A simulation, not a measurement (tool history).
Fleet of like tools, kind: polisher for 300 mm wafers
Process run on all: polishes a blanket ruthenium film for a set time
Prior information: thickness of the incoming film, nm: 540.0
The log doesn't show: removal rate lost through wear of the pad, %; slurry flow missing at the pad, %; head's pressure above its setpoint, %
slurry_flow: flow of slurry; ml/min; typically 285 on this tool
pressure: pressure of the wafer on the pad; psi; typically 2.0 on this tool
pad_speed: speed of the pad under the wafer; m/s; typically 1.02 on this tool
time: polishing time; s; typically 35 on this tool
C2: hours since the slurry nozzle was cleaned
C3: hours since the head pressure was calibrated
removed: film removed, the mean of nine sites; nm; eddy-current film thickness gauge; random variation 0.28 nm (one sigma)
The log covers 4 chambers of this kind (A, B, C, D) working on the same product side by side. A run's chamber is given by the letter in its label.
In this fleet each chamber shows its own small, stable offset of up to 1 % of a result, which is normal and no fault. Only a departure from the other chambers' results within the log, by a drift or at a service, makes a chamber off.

run 1C hour=4.1 | slurry_flow=285 pressure=2.0 pad_speed=1.02 time=35 | wafers_polished_on_this_pad=909 C2=184.4 C3=33.3 | removed=37.767
run 2B hour=10.9 | slurry_flow=285 pressure=2.0 pad_speed=1.02 time=35 | wafers_polished_on_this_pad=288 C2=13.7 C3=835.0 | removed=38.314
run 3A hour=14.4 | slurry_flow=285 pressure=2.0 pad_speed=1.02 time=35 | wafers_polished_on_this_pad=888 C2=506.2 C3=495.1 | removed=37.583
run 4D hour=19.0 | slurry_flow=285 pressure=2.0 pad_speed=1.02 time=35 | wafers_polished_on_this_pad=387 C2=116.8 C3=203.4 | removed=37.689
run 5B hour=22.3 | slurry_flow=285 pressure=2.0 pad_speed=1.02 time=35 | wafers_polished_on_this_pad=394 C2=25.1 C3=846.4 | removed=37.380
run 6C hour=29.3 | slurry_flow=285 pressure=2.0 pad_speed=1.02 time=35 | wafers_polished_on_this_pad=1143 C2=209.6 C3=58.5 | removed=37.639
-- hour=36.0 chamber C: worn pad replaced by a new one
run 7D hour=36.3 | slurry_flow=285 pressure=2.0 pad_speed=1.02 time=35 | wafers_polished_on_this_pad=547 C2=134.1 C3=220.7 | removed=37.755
run 8A hour=42.9 | slurry_flow=285 pressure=2.0 pad_speed=1.02 time=35 | wafers_polished_on_this_pad=1152 C2=534.7 C3=523.6 | removed=37.513
-- hour=43.7 chamber D: worn pad replaced by a new one
run 9A hour=49.8 | slurry_flow=285 pressure=2.0 pad_speed=1.02 time=35 | wafers_polished_on_this_pad=1216 C2=541.6 C3=530.5 | removed=37.667
run 10C hour=53.7 | slurry_flow=285 pressure=2.0 pad_speed=1.02 time=35 | wafers_polished_on_this_pad=165 C2=234.0 C3=82.9 | removed=38.211
run 11D hour=58.1 | slurry_flow=285 pressure=2.0 pad_speed=1.02 time=35 | wafers_polished_on_this_pad=134 C2=155.9 C3=242.5 | removed=37.823
-- hour=60.7 chamber B: worn pad replaced by a new one
run 12B hour=61.5 | slurry_flow=285 pressure=2.0 pad_speed=1.02 time=35 | wafers_polished_on_this_pad=7 C2=64.3 C3=885.6 | removed=37.404
run 13D hour=67.0 | slurry_flow=285 pressure=2.0 pad_speed=1.02 time=35 | wafers_polished_on_this_pad=216 C2=164.8 C3=251.4 | removed=37.703
run 14B hour=71.4 | slurry_flow=285 pressure=2.0 pad_speed=1.02 time=35 | wafers_polished_on_this_pad=99 C2=74.2 C3=895.5 | removed=37.667
run 15A hour=78.2 | slurry_flow=285 pressure=2.0 pad_speed=1.02 time=35 | wafers_polished_on_this_pad=1480 C2=570.0 C3=558.9 | removed=37.661
run 16C hour=82.9 | slurry_flow=285 pressure=2.0 pad_speed=1.02 time=35 | wafers_polished_on_this_pad=436 C2=263.2 C3=112.1 | removed=38.126
run 17A hour=88.7 | slurry_flow=285 pressure=2.0 pad_speed=1.28 time=44 | wafers_polished_on_this_pad=1578 C2=580.5 C3=569.4 | removed=58.250
run 18D hour=94.7 | slurry_flow=285 pressure=2.0 pad_speed=1.28 time=44 | wafers_polished_on_this_pad=474 C2=192.5 C3=279.1 | removed=58.873
run 19C hour=99.1 | slurry_flow=285 pressure=2.0 pad_speed=1.28 time=44 | wafers_polished_on_this_pad=586 C2=279.4 C3=128.3 | removed=59.305
run 20B hour=106.3 | slurry_flow=285 pressure=2.0 pad_speed=1.28 time=44 | wafers_polished_on_this_pad=423 C2=109.1 C3=930.4 | removed=59.555
run 21A hour=112.7 | slurry_flow=285 pressure=2.0 pad_speed=1.02 time=35 | wafers_polished_on_this_pad=1800 C2=604.5 C3=593.4 | removed=36.529
run 22C hour=118.3 | slurry_flow=285 pressure=2.0 pad_speed=1.02 time=35 | wafers_polished_on_this_pad=764 C2=298.6 C3=147.5 | removed=37.701
-- hour=119.9 chamber D: worn pad replaced by a new one
run 23B hour=123.6 | slurry_flow=285 pressure=2.0 pad_speed=1.02 time=35 | wafers_polished_on_this_pad=584 C2=126.4 C3=947.7 | removed=37.389
run 24D hour=126.9 | slurry_flow=285 pressure=2.0 pad_speed=1.02 time=35 | wafers_polished_on_this_pad=65 C2=224.7 C3=311.3 | removed=37.489
run 25A hour=134.1 | slurry_flow=285 pressure=2.0 pad_speed=1.02 time=35 | wafers_polished_on_this_pad=1999 C2=625.9 C3=614.8 | removed=35.828
run 26B hour=138.1 | slurry_flow=285 pressure=2.0 pad_speed=1.02 time=35 | wafers_polished_on_this_pad=719 C2=140.9 C3=962.2 | removed=37.914
run 27D hour=142.5 | slurry_flow=285 pressure=2.0 pad_speed=1.02 time=35 | wafers_polished_on_this_pad=210 C2=240.3 C3=326.9 | removed=37.755
-- hour=145.8 chamber B: worn pad replaced by a new one
run 28C hour=146.2 | slurry_flow=285 pressure=2.0 pad_speed=1.02 time=35 | wafers_polished_on_this_pad=1024 C2=326.5 C3=175.4 | removed=37.446
-- hour=150.2 chamber C: worn pad replaced by a new one
run 29A hour=151.5 | slurry_flow=285 pressure=2.0 pad_speed=1.02 time=35 | wafers_polished_on_this_pad=2161 C2=643.3 C3=632.2 | removed=35.577
run 30B hour=157.2 | slurry_flow=285 pressure=2.0 pad_speed=1.02 time=35 | wafers_polished_on_this_pad=105 C2=160.0 C3=981.3 | removed=37.435
run 31C hour=162.1 | slurry_flow=285 pressure=2.0 pad_speed=1.02 time=35 | wafers_polished_on_this_pad=111 C2=342.4 C3=191.3 | removed=37.878
run 32D hour=165.4 | slurry_flow=285 pressure=2.0 pad_speed=1.02 time=35 | wafers_polished_on_this_pad=423 C2=263.2 C3=349.8 | removed=37.426
run 33A hour=171.4 | slurry_flow=320 pressure=1.7 pad_speed=1.02 time=35 | wafers_polished_on_this_pad=2346 C2=663.2 C3=652.1 | removed=30.186
run 34C hour=178.1 | slurry_flow=320 pressure=1.7 pad_speed=1.02 time=35 | wafers_polished_on_this_pad=259 C2=358.4 C3=207.3 | removed=32.491
run 35B hour=183.7 | slurry_flow=320 pressure=1.7 pad_speed=1.02 time=35 | wafers_polished_on_this_pad=352 C2=186.5 C3=1007.8 | removed=32.400
run 36D hour=189.0 | slurry_flow=320 pressure=1.7 pad_speed=1.02 time=35 | wafers_polished_on_this_pad=642 C2=286.8 C3=373.4 | removed=32.277
run 37D hour=192.6 | slurry_flow=285 pressure=2.0 pad_speed=1.02 time=35 | wafers_polished_on_this_pad=675 C2=290.4 C3=377.0 | removed=37.568
run 38B hour=198.6 | slurry_flow=285 pressure=2.0 pad_speed=1.02 time=35 | wafers_polished_on_this_pad=490 C2=201.4 C3=1022.7 | removed=37.464
run 39A hour=202.6 | slurry_flow=285 pressure=2.0 pad_speed=1.02 time=35 | wafers_polished_on_this_pad=2635 C2=694.4 C3=683.3 | removed=34.025

The same settings go to every chamber for the next run, one line per chamber below. Forecast the results for each:
run 40A hour=207.9 | slurry_flow=285 pressure=2.0 pad_speed=1.02 time=35 | removed=?
run 40B hour=207.9 | slurry_flow=285 pressure=2.0 pad_speed=1.02 time=35 | removed=?
run 40C hour=207.9 | slurry_flow=285 pressure=2.0 pad_speed=1.02 time=35 | removed=?
run 40D hour=207.9 | slurry_flow=285 pressure=2.0 pad_speed=1.02 time=35 | removed=?

run=40A removed=33.592
run=40B removed=37.498
run=40C removed=38.047
run=40D removed=37.213
